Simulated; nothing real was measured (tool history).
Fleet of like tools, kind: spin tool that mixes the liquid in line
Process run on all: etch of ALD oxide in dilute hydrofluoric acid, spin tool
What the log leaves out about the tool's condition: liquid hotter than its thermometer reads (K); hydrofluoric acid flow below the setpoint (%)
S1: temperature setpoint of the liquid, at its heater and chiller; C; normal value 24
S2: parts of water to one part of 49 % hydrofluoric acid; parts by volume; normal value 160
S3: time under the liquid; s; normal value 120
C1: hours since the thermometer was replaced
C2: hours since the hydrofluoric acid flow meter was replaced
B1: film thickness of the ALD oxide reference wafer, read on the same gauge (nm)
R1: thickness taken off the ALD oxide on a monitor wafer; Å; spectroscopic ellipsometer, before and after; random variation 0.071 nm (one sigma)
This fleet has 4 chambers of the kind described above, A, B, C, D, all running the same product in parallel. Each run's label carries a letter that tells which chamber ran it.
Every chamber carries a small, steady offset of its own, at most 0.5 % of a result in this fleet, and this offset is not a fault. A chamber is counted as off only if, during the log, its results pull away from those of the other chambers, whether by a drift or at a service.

run,hour,S1,S2,S3,C1,C2,B1,R1
1D,8.4,24,160,120,196.4,1629.6,49.973,124.74
2B,15.0,24,160,120,717.8,145.6,50.005,126.26
3C,23.1,24,160,120,939.3,416.4,50.001,126.55
4A,29.3,24,160,120,580.0,2092.6,49.984,123.51
5A,37.6,24,160,120,588.3,2100.9,50.002,123.51
6B,45.8,24,160,120,748.6,176.4,50.001,125.43
7C,54.3,24,160,120,970.5,447.6,50.005,125.99
8D,58.6,24,160,120,246.6,1679.8,49.989,125.06
9D,63.4,24,160,120,251.4,1684.6,49.999,125.91
10B,70.7,24,160,120,773.5,201.3,50.019,126.28
11A,78.1,24,160,120,628.8,2141.4,49.997,124.84
12C,83.2,24,160,120,999.4,476.5,49.965,126.26
13B,89.2,24,160,120,792.0,219.8,50.031,128.05
14C,93.7,24,160,120,1009.9,487.0,49.985,125.88
15A,97.7,24,160,120,648.4,2161.0,49.997,124.81
16D,106.2,24,160,120,294.2,1727.4,49.998,125.61
17D,112.2,24,160,120,300.2,1733.4,49.992,125.08
18A,119.8,24,160,120,670.5,2183.1,50.006,123.03
19C,124.4,24,160,120,1040.6,517.7,50.012,125.28
20B,128.4,24,160,120,831.2,259.0,49.996,127.64
21A,132.5,24,160,120,683.2,2195.8,50.010,125.59
22D,137.5,24,160,120,325.5,1758.7,49.984,124.90
23B,142.4,24,160,120,845.2,273.0,50.005,128.67
24C,150.3,24,160,120,1066.5,543.6,50.006,126.07
25C,157.9,24,160,120,1074.1,551.2,49.996,124.98

One chamber off, gauge drift, or nothing amiss beyond the chambers' own small offsets? If it is a chamber, which one, and what is the likeliest cause?

Little by little, chamber B moves away from the other chambers.
Most likely cause: liquid hotter than its thermometer reads (K) = 0.899.
The log may not tell that from: hydrofluoric acid flow above the setpoint (%).

Below are 4 candidate recipes for chamber B's next run, each the usual settings with a change, their results shown as question marks. Which of them brings B's results back in line with what the other chambers give on the usual settings?
In-line tolerance around the mean of the other chambers on the usual settings: R1 2.50 Å
26B-1,164.0,24,155,120,,,,?
26B-2,164.0,24,170,120,,,,?
26B-3,164.0,24,150,120,,,,?
26B-4,164.0,24,165,120,,,,?

What the other chambers average on the usual settings: R1 125.31 Å
run,R1
26B-1,134.51
26B-2,120.44
26B-3,139.85
26B-4,124.84
26B-4 puts the chamber back in line with the other chambers.
